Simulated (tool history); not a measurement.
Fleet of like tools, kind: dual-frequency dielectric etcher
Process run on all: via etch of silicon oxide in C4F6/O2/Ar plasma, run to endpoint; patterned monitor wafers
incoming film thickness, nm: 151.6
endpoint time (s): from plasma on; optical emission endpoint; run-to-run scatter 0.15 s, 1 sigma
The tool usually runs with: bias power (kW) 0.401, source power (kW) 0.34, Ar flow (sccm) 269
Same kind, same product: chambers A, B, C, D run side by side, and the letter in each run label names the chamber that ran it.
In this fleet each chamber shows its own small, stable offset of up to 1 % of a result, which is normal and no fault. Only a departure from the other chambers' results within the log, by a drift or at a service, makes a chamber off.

run  hour  bias power (kW)  source power (kW)  Ar flow (sccm)  hours since the last wet clean  hours since the last bias power generator calibration  hours since the last source power generator calibration  hours since the last Ar flow controller change  endpoint time (s)
 1B     3            0.401               0.34             269                           337.4                                                 2486.4                                                   3788.5                                            4789             37.779
 2A   5.1            0.401               0.34             269                           442.9                                                 1672.4                                                   2738.4                                          5526.3             37.771
 3C   7.5            0.401               0.34             269                           153.7                                                  920.9                                                    864.5                                          2479.8             38.135
 4D  11.2            0.401               0.34             269                           203.6                                                 1017.5                                                   1464.5                                          1404.6             37.504
 5A  14.6            0.401               0.34             269                           452.4                                                 1681.9                                                   2747.9                                          5535.8             37.811
 6D  18.1            0.401               0.34             269                           210.5                                                 1024.4                                                   1471.4                                          1411.5             37.627
 7B  20.3            0.401               0.34             269                           354.7                                                 2503.7                                                   3805.8                                          4806.3             37.885
 8C  24.1            0.401               0.34             269                           170.3                                                  937.5                                                    881.1                                          2496.4             37.921
     24.4  -- chamber B: source power generator calibrated
 9D  26.3            0.401               0.34             269                           218.7                                                 1032.6                                                   1479.6                                          1419.7              37.89
10C  30.2            0.401               0.34             269                           176.4                                                  943.6                                                    887.2                                          2502.5             37.695
11A  34.1            0.401               0.34             269                           471.9                                                 1701.4                                                   2767.4                                          5555.3             37.535
12B  38.2            0.401               0.34             269                           372.6                                                 2521.6                                                     13.9                                          4824.2             37.671
13C  41.2            0.401               0.34             269                           187.4                                                  954.6                                                    898.2                                          2513.5             37.989
14B  44.6            0.401               0.34             269                             379                                                   2528                                                     20.3                                          4830.6             37.871
15A  47.9            0.401               0.34             269                           485.7                                                 1715.2                                                   2781.2                                          5569.1             37.877
16D  49.9            0.339               0.41             269                           242.3                                                 1056.2                                                   1503.2                                          1443.3             38.186
17D    53            0.339               0.41             269                           245.4                                                 1059.3                                                   1506.3                                          1446.4             38.109
18C  56.1            0.339               0.41             269                           202.3                                                  969.5                                                    913.1                                          2528.4             37.458
19B  57.9            0.339               0.41             269                           392.3                                                 2541.3                                                     33.6                                          4843.9             37.518
20A  60.6            0.401               0.37             325                           498.4                                                 1727.9                                                   2793.9                                          5581.8             37.355
21A    63            0.401               0.37             325                           500.8                                                 1730.3                                                   2796.3                                          5584.2             37.571
22D  65.1            0.401               0.37             325                           257.5                                                 1071.4                                                   1518.4                                          1458.5              38.57
23B  68.9            0.401               0.37             325                           403.3                                                 2552.3                                                     44.6                                          4854.9             37.067
24C  70.8            0.401               0.34             269                             217                                                  984.2                                                    927.8                                          2543.1             37.752
25C  72.9            0.305               0.34             333                           219.1                                                  986.3                                                    929.9                                          2545.2             42.916
26D  76.9            0.305               0.34             333                           269.3                                                 1083.2                                                   1530.2                                          1470.3             44.493

Which is it: a chamber that has drifted or been left off by a service, a gauge drift common to all chambers, or only each chamber's usual small offset? If a chamber is off, name it and its likeliest cause.

Little by little, chamber D moves away from the other chambers.
Most likely cause: etch rate under this chamber's usual, % = 4.5.

Here are 4 candidates for chamber D's next run, each the usual settings with a change, their results left as question marks. Which one brings its results back in line with what the others give on the usual settings?
Allowed miss from the other chambers' usual-settings mean, per result, to count as in line: endpoint time (s) 0.52
27D-1  79.9            0.443               0.34             260                                                                                                                                                                                                                  ?
27D-2  79.9            0.411               0.35             269                                                                                                                                                                                                                  ?
27D-3  79.9            0.392               0.33             271                                                                                                                                                                                                                  ?
27D-4  79.9            0.377               0.32             269                                                                                                                                                                                                                  ?

On the usual settings, the other chambers give on average: endpoint time (s) 37.821
  run  endpoint time (s)
27D-1             37.959
27D-2             38.747
27D-3             40.326
27D-4             41.339
The answer is 27D-1, which returns the chamber to within the allowed miss of the others.
